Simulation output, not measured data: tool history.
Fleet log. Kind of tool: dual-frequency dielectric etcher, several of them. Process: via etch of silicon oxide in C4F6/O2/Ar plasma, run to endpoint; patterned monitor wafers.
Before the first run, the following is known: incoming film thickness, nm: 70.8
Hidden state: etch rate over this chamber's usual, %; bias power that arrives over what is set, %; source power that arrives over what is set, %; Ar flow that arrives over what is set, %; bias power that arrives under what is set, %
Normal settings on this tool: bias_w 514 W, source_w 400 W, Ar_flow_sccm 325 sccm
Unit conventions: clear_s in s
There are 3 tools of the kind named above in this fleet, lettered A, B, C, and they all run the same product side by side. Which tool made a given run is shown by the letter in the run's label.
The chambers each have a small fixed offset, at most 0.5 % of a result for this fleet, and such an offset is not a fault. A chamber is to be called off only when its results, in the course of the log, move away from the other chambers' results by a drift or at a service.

run,hour,bias_w,source_w,Ar_flow_sccm,hours since the last wet clean,hours since the last bias power generator calibration,hours since the last source power generator calibration,hours since the last Ar flow controller change,clear_s
1C,12.9,514,400,325,36.8,3173.9,1976.1,2694.7,15.561
2A,21.1,514,400,325,381.4,1323.3,1566.8,824.6,15.498
3B,30.7,514,400,325,109.8,3226.5,2479.5,4636.1,15.499
4C,37.7,514,400,325,61.6,3198.7,2000.9,2719.5,15.587
5A,49.8,514,400,325,410.1,1352.0,1595.5,853.3,15.519
6B,61.1,514,400,325,140.2,3256.9,2509.9,4666.5,15.392
7B,72.5,514,400,325,151.6,3268.3,2521.3,4677.9,15.423
8C,83.5,560,400,353,107.4,3244.5,2046.7,2765.3,15.153
# hour 88.5: chamber B: Ar flow controller replaced
9A,90.3,560,400,353,450.6,1392.5,1636.0,893.8,15.158
10B,97.4,560,400,353,176.5,3293.2,2546.2,8.9,15.154
# hour 102.0: chamber C: bias power generator calibrated
11C,110.1,514,400,325,134.0,8.2,2073.3,2791.9,15.575
12A,116.8,514,400,325,477.1,1419.0,1662.5,920.3,15.511
# hour 117.5: chamber A: wet clean of the chamber
13C,125.9,514,400,325,149.8,24.0,2089.1,2807.7,15.557
14B,137.3,514,400,325,216.4,3333.1,2586.1,48.8,15.492
15A,145.1,514,400,325,27.7,1447.3,1690.8,948.6,15.182
16C,157.1,587,400,325,181.0,55.2,2120.3,2838.9,14.812
17B,165.0,587,400,325,244.1,3360.8,2613.8,76.5,14.787
18A,171.3,587,400,325,53.9,1473.5,1717.0,974.8,14.397
19A,178.9,514,400,291,61.5,1481.1,1724.6,982.4,15.076
20B,191.9,514,400,291,271.0,3387.7,2640.7,103.4,15.333
21C,200.5,514,400,291,224.4,98.6,2163.7,2882.3,15.451
22B,213.6,514,400,325,292.7,3409.4,2662.4,125.1,15.489
23C,220.7,597,400,374,244.6,118.8,2183.9,2902.5,14.883
24A,227.8,597,400,374,110.4,1530.0,1773.5,1031.3,14.677
25B,235.9,597,400,374,315.0,3431.7,2684.7,147.4,14.896
26A,241.7,514,400,325,124.3,1543.9,1787.4,1045.2,15.222
27C,252.8,514,400,325,276.7,150.9,2216.0,2934.6,15.428
28C,259.3,514,400,325,283.2,157.4,2222.5,2941.1,15.487
29A,265.3,514,400,325,147.9,1567.5,1811.0,1068.8,15.306
30B,271.9,514,400,325,351.0,3467.7,2720.7,183.4,15.422
# hour 278.0: chamber B: wet clean of the chamber
31B,283.2,514,400,325,5.2,3479.0,2732.0,194.7,15.547
32C,296.3,514,400,325,320.2,194.4,2259.5,2978.1,15.505
33A,305.5,514,400,325,188.1,1607.7,1851.2,1109.0,15.259
34C,315.3,514,400,325,339.2,213.4,2278.5,2997.1,15.528

Is one chamber off against the others, does the gauge drift, or is nothing wrong? If a chamber is off, say which, and what the likeliest cause is.

A service on chamber A put it out of line with the rest.
Most likely cause: etch rate over this chamber's usual, % = 2.11.

Chamber A could run next with any of the 4 candidate recipes listed below; each alters the usual settings, and their results appear as question marks. Which one brings its results back in line with what the other chambers deliver on the usual settings?
In line means no further than this from the other chambers' mean on the usual settings: clear_s 0.180 s
35A-1,324.8,514,360,325,,,,,?
35A-2,324.8,528,410,325,,,,,?
35A-3,324.8,564,400,315,,,,,?
35A-4,324.8,514,380,325,,,,,?

Average result of the remaining chambers running the usual settings: clear_s 15.529 s
run,clear_s
35A-1,15.818
35A-2,14.925
35A-3,14.637
35A-4,15.506
35A-4 is the one that brings the chamber's results back in line with the other chambers.
